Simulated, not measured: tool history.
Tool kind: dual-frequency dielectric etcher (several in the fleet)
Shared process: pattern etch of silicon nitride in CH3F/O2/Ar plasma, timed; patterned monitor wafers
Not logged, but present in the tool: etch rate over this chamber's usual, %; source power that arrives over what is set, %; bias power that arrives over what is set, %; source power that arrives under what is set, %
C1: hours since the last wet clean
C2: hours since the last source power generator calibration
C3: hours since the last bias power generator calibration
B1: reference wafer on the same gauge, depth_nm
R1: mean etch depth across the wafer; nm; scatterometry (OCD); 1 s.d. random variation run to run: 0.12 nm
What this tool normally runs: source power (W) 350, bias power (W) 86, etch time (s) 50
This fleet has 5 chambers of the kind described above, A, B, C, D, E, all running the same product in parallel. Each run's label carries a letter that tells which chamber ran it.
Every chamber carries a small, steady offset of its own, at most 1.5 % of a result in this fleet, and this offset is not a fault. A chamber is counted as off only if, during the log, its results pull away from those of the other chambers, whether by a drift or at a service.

{"run": "1E", "day": 0.262, "source power (W)": 350, "bias power (W)": 86, "etch time (s)": 50, "C1": 232.8, "C2": 682.1, "C3": 358.6, "B1": 42.188, "R1": 35.613}
{"run": "2B", "day": 0.625, "source power (W)": 350, "bias power (W)": 86, "etch time (s)": 50, "C1": 225.2, "C2": 2044.7, "C3": 2173.5, "B1": 42.186, "R1": 34.959}
{"run": "3D", "day": 0.854, "source power (W)": 350, "bias power (W)": 86, "etch time (s)": 50, "C1": 265.6, "C2": 2918, "C3": 118.9, "B1": 42.196, "R1": 35.486}
{"run": "4C", "day": 1.175, "source power (W)": 350, "bias power (W)": 86, "etch time (s)": 50, "C1": 275.8, "C2": 2118.2, "C3": 3269.8, "B1": 42.195, "R1": 35.045}
{"run": "5A", "day": 1.554, "source power (W)": 350, "bias power (W)": 86, "etch time (s)": 50, "C1": 44.6, "C2": 1423.3, "C3": 152.2, "B1": 42.221, "R1": 35.157}
{"run": "6E", "day": 1.775, "source power (W)": 300, "bias power (W)": 86, "etch time (s)": 50, "C1": 269.1, "C2": 718.4, "C3": 394.9, "B1": 42.176, "R1": 33.739}
{"run": "7B", "day": 2.179, "source power (W)": 300, "bias power (W)": 86, "etch time (s)": 50, "C1": 262.5, "C2": 2082, "C3": 2210.8, "B1": 42.202, "R1": 32.961}
{"run": "8D", "day": 2.454, "source power (W)": 300, "bias power (W)": 86, "etch time (s)": 50, "C1": 304, "C2": 2956.4, "C3": 157.3, "B1": 42.179, "R1": 33.415}
{"run": "9C", "day": 2.683, "source power (W)": 300, "bias power (W)": 86, "etch time (s)": 50, "C1": 312, "C2": 2154.4, "C3": 3306, "B1": 42.201, "R1": 32.969}
{"run": "10A", "day": 2.921, "source power (W)": 300, "bias power (W)": 86, "etch time (s)": 50, "C1": 77.4, "C2": 1456.1, "C3": 185, "B1": 42.185, "R1": 33.428}
{"run": "11D", "day": 3.258, "source power (W)": 350, "bias power (W)": 86, "etch time (s)": 50, "C1": 323.3, "C2": 2975.7, "C3": 176.6, "B1": 42.226, "R1": 35.401}
{"run": "12A", "day": 3.696, "source power (W)": 350, "bias power (W)": 86, "etch time (s)": 50, "C1": 96, "C2": 1474.7, "C3": 203.6, "B1": 42.257, "R1": 35.299}
{"run": "13C", "day": 4.1, "source power (W)": 350, "bias power (W)": 86, "etch time (s)": 50, "C1": 346, "C2": 2188.4, "C3": 3340, "B1": 42.199, "R1": 35.052}
{"run": "14B", "day": 4.296, "source power (W)": 350, "bias power (W)": 86, "etch time (s)": 50, "C1": 313.3, "C2": 2132.8, "C3": 2261.6, "B1": 42.214, "R1": 35.381}
{"run": "15E", "day": 4.629, "source power (W)": 350, "bias power (W)": 86, "etch time (s)": 62.5, "C1": 337.6, "C2": 786.9, "C3": 463.4, "B1": 42.215, "R1": 44.575}
{"run": "16A", "day": 4.883, "source power (W)": 350, "bias power (W)": 86, "etch time (s)": 62.5, "C1": 124.5, "C2": 1503.2, "C3": 232.1, "B1": 42.183, "R1": 44.032}
{"run": "17E", "day": 5.3, "source power (W)": 350, "bias power (W)": 86, "etch time (s)": 62.5, "C1": 353.7, "C2": 803, "C3": 479.5, "B1": 42.149, "R1": 44.868}
{"run": "18B", "day": 5.533, "source power (W)": 350, "bias power (W)": 86, "etch time (s)": 62.5, "C1": 343, "C2": 2162.5, "C3": 2291.3, "B1": 42.184, "R1": 44.58}
{"run": "19C", "day": 5.912, "source power (W)": 350, "bias power (W)": 86, "etch time (s)": 62.5, "C1": 389.5, "C2": 2231.9, "C3": 3383.5, "B1": 42.173, "R1": 43.933}
{"run": "20D", "day": 6.121, "source power (W)": 350, "bias power (W)": 86, "etch time (s)": 50, "C1": 392, "C2": 3044.4, "C3": 245.3, "B1": 42.166, "R1": 35.693}
{"run": "21C", "day": 6.338, "source power (W)": 350, "bias power (W)": 86, "etch time (s)": 50, "C1": 399.7, "C2": 2242.1, "C3": 3393.7, "B1": 42.212, "R1": 35.201}
{"run": "22D", "day": 6.754, "source power (W)": 350, "bias power (W)": 86, "etch time (s)": 50, "C1": 407.2, "C2": 3059.6, "C3": 260.5, "B1": 42.22, "R1": 35.541}
{"run": "23A", "day": 7.138, "source power (W)": 350, "bias power (W)": 86, "etch time (s)": 50, "C1": 178.6, "C2": 1557.3, "C3": 286.2, "B1": 42.236, "R1": 35.461}
{"run": "24E", "day": 7.542, "source power (W)": 350, "bias power (W)": 86, "etch time (s)": 50, "C1": 407.5, "C2": 856.8, "C3": 533.3, "B1": 42.172, "R1": 35.643}
{"run": "25B", "day": 7.742, "source power (W)": 350, "bias power (W)": 86, "etch time (s)": 50, "C1": 396, "C2": 2215.5, "C3": 2344.3, "B1": 42.231, "R1": 35.929}
{"run": "26E", "day": 8.004, "source power (W)": 350, "bias power (W)": 104, "etch time (s)": 38.5, "C1": 418.6, "C2": 867.9, "C3": 544.4, "B1": 42.178, "R1": 29.321}
{"run": "27B", "day": 8.238, "source power (W)": 350, "bias power (W)": 104, "etch time (s)": 38.5, "C1": 407.9, "C2": 2227.4, "C3": 2356.2, "B1": 42.183, "R1": 29.663}
{"run": "28A", "day": 8.608, "source power (W)": 350, "bias power (W)": 104, "etch time (s)": 38.5, "C1": 213.9, "C2": 1592.6, "C3": 321.5, "B1": 42.187, "R1": 29.069}
{"run": "29D", "day": 8.833, "source power (W)": 350, "bias power (W)": 104, "etch time (s)": 38.5, "C1": 457.1, "C2": 3109.5, "C3": 310.4, "B1": 42.209, "R1": 29.319}
{"run": "30C", "day": 9.071, "source power (W)": 350, "bias power (W)": 104, "etch time (s)": 38.5, "C1": 465.3, "C2": 2307.7, "C3": 3459.3, "B1": 42.203, "R1": 29.013}
{"run": "31E", "day": 9.492, "source power (W)": 350, "bias power (W)": 86, "etch time (s)": 50, "C1": 454.3, "C2": 903.6, "C3": 580.1, "B1": 42.21, "R1": 35.717}
{"run": "32C", "day": 9.812, "source power (W)": 350, "bias power (W)": 86, "etch time (s)": 50, "C1": 483.1, "C2": 2325.5, "C3": 3477.1, "B1": 42.201, "R1": 34.894}
{"run": "33B", "day": 10.212, "source power (W)": 350, "bias power (W)": 86, "etch time (s)": 37, "C1": 455.3, "C2": 2274.8, "C3": 2403.6, "B1": 42.19, "R1": 26.846}

Next, every chamber runs the same settings. What will each give?
{"run": "34A", "day": 10.533, "source power (W)": 350, "bias power (W)": 86, "etch time (s)": 50, "R1": "?"}
{"run": "34B", "day": 10.533, "source power (W)": 350, "bias power (W)": 86, "etch time (s)": 50, "R1": "?"}
{"run": "34C", "day": 10.533, "source power (W)": 350, "bias power (W)": 86, "etch time (s)": 50, "R1": "?"}
{"run": "34D", "day": 10.533, "source power (W)": 350, "bias power (W)": 86, "etch time (s)": 50, "R1": "?"}
{"run": "34E", "day": 10.533, "source power (W)": 350, "bias power (W)": 86, "etch time (s)": 50, "R1": "?"}

run=34A R1=35.507
run=34B R1=36.402
run=34C R1=35.102
run=34D R1=35.454
run=34E R1=35.635
